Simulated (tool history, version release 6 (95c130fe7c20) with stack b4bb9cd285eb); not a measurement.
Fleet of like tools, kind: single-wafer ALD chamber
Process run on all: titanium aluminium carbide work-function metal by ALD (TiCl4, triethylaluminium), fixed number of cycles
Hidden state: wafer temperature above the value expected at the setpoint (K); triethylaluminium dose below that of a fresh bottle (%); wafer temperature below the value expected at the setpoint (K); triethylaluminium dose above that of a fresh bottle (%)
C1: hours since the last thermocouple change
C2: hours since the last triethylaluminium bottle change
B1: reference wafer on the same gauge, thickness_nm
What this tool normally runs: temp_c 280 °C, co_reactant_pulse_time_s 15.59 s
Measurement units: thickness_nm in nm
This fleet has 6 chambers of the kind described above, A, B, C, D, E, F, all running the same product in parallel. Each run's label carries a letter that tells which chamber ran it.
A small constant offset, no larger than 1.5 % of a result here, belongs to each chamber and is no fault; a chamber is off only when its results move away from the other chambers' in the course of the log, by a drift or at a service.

run 1C hour=5.0 | temp_c=280 co_reactant_pulse_time_s=15.59 | C1=941.0 C2=424.7 | B1=2.0897 | thickness_nm=1.8823
run 2E hour=7.9 | temp_c=280 co_reactant_pulse_time_s=15.59 | C1=763.0 C2=757.0 | B1=2.0905 | thickness_nm=1.8766
run 3D hour=11.5 | temp_c=280 co_reactant_pulse_time_s=15.59 | C1=953.2 C2=768.3 | B1=2.0897 | thickness_nm=1.8984
run 4F hour=16.9 | temp_c=280 co_reactant_pulse_time_s=15.59 | C1=446.7 C2=166.4 | B1=2.0899 | thickness_nm=1.8749
run 5A hour=22.2 | temp_c=280 co_reactant_pulse_time_s=15.59 | C1=2374.0 C2=668.6 | B1=2.0907 | thickness_nm=1.9049
run 6B hour=25.8 | temp_c=280 co_reactant_pulse_time_s=15.59 | C1=87.3 C2=531.6 | B1=2.0887 | thickness_nm=1.8776
run 7B hour=31.5 | temp_c=280 co_reactant_pulse_time_s=15.59 | C1=93.0 C2=537.3 | B1=2.0910 | thickness_nm=1.8818
run 8A hour=34.9 | temp_c=284 co_reactant_pulse_time_s=20.09 | C1=2386.7 C2=681.3 | B1=2.0906 | thickness_nm=1.9420
run 9F hour=38.7 | temp_c=284 co_reactant_pulse_time_s=20.09 | C1=468.5 C2=188.2 | B1=2.0893 | thickness_nm=1.9281
run 10D hour=42.9 | temp_c=284 co_reactant_pulse_time_s=20.09 | C1=984.6 C2=799.7 | B1=2.0900 | thickness_nm=1.9453
run 11E hour=46.3 | temp_c=284 co_reactant_pulse_time_s=20.09 | C1=801.4 C2=795.4 | B1=2.0903 | thickness_nm=1.9267
run 12C hour=52.0 | temp_c=284 co_reactant_pulse_time_s=20.09 | C1=988.0 C2=471.7 | B1=2.0898 | thickness_nm=1.9292
run 13E hour=55.9 | temp_c=284 co_reactant_pulse_time_s=20.09 | C1=811.0 C2=805.0 | B1=2.0885 | thickness_nm=1.9224
run 14F hour=60.6 | temp_c=280 co_reactant_pulse_time_s=15.59 | C1=490.4 C2=210.1 | B1=2.0907 | thickness_nm=1.8730
run 15D hour=65.8 | temp_c=280 co_reactant_pulse_time_s=15.59 | C1=1007.5 C2=822.6 | B1=2.0909 | thickness_nm=1.9027
run 16A hour=71.3 | temp_c=280 co_reactant_pulse_time_s=15.59 | C1=2423.1 C2=717.7 | B1=2.0898 | thickness_nm=1.8844
run 17C hour=75.2 | temp_c=280 co_reactant_pulse_time_s=15.59 | C1=1011.2 C2=494.9 | B1=2.0908 | thickness_nm=1.8878
run 18B hour=81.5 | temp_c=280 co_reactant_pulse_time_s=15.59 | C1=143.0 C2=587.3 | B1=2.0889 | thickness_nm=1.8719
run 19E hour=86.7 | temp_c=280 co_reactant_pulse_time_s=15.59 | C1=841.8 C2=835.8 | B1=2.0892 | thickness_nm=1.8856
run 20B hour=92.2 | temp_c=280 co_reactant_pulse_time_s=15.59 | C1=153.7 C2=598.0 | B1=2.0898 | thickness_nm=1.8759
run 21A hour=95.2 | temp_c=280 co_reactant_pulse_time_s=15.59 | C1=2447.0 C2=741.6 | B1=2.0892 | thickness_nm=1.8904
run 22C hour=98.2 | temp_c=280 co_reactant_pulse_time_s=15.59 | C1=1034.2 C2=517.9 | B1=2.0901 | thickness_nm=1.8758
run 23D hour=102.4 | temp_c=280 co_reactant_pulse_time_s=15.59 | C1=1044.1 C2=859.2 | B1=2.0915 | thickness_nm=1.9044
run 24F hour=106.3 | temp_c=280 co_reactant_pulse_time_s=15.59 | C1=536.1 C2=255.8 | B1=2.0890 | thickness_nm=1.8902
run 25F hour=112.1 | temp_c=280 co_reactant_pulse_time_s=15.59 | C1=541.9 C2=261.6 | B1=2.0898 | thickness_nm=1.8854
-- hour=114.7 chamber D: triethylaluminium bottle replaced
run 26C hour=115.8 | temp_c=280 co_reactant_pulse_time_s=15.59 | C1=1051.8 C2=535.5 | B1=2.0908 | thickness_nm=1.8851
run 27A hour=119.4 | temp_c=280 co_reactant_pulse_time_s=15.59 | C1=2471.2 C2=765.8 | B1=2.0888 | thickness_nm=1.8977
-- hour=121.1 chamber A: thermocouple changed; heater temperature recalibrated
run 28B hour=124.9 | temp_c=280 co_reactant_pulse_time_s=15.59 | C1=186.4 C2=630.7 | B1=2.0897 | thickness_nm=1.8820
run 29D hour=128.2 | temp_c=280 co_reactant_pulse_time_s=15.59 | C1=1069.9 C2=13.6 | B1=2.0903 | thickness_nm=1.9116
run 30E hour=131.9 | temp_c=280 co_reactant_pulse_time_s=15.59 | C1=887.0 C2=881.0 | B1=2.0902 | thickness_nm=1.8784
run 31A hour=137.5 | temp_c=280 co_reactant_pulse_time_s=15.59 | C1=16.5 C2=783.9 | B1=2.0890 | thickness_nm=1.9014
run 32C hour=140.8 | temp_c=280 co_reactant_pulse_time_s=15.59 | C1=1076.8 C2=560.5 | B1=2.0905 | thickness_nm=1.8857
run 33B hour=146.7 | temp_c=280 co_reactant_pulse_time_s=15.59 | C1=208.2 C2=652.5 | B1=2.0894 | thickness_nm=1.8774
run 34D hour=150.4 | temp_c=280 co_reactant_pulse_time_s=15.59 | C1=1092.1 C2=35.8 | B1=2.0891 | thickness_nm=1.9082
run 35E hour=153.4 | temp_c=280 co_reactant_pulse_time_s=15.59 | C1=908.5 C2=902.5 | B1=2.0902 | thickness_nm=1.8854
run 36F hour=157.3 | temp_c=280 co_reactant_pulse_time_s=15.59 | C1=587.1 C2=306.8 | B1=2.0896 | thickness_nm=1.8876

Predict what each chamber gives when all 6 of them run the settings below next.
run 37A hour=161.8 | temp_c=280 co_reactant_pulse_time_s=15.59 | thickness_nm=?
run 37B hour=161.8 | temp_c=280 co_reactant_pulse_time_s=15.59 | thickness_nm=?
run 37C hour=161.8 | temp_c=280 co_reactant_pulse_time_s=15.59 | thickness_nm=?
run 37D hour=161.8 | temp_c=280 co_reactant_pulse_time_s=15.59 | thickness_nm=?
run 37E hour=161.8 | temp_c=280 co_reactant_pulse_time_s=15.59 | thickness_nm=?
run 37F hour=161.8 | temp_c=280 co_reactant_pulse_time_s=15.59 | thickness_nm=?

run=37A thickness_nm=1.8978
run=37B thickness_nm=1.8712
run=37C thickness_nm=1.8794
run=37D thickness_nm=1.9056
run=37E thickness_nm=1.8734
run=37F thickness_nm=1.8896
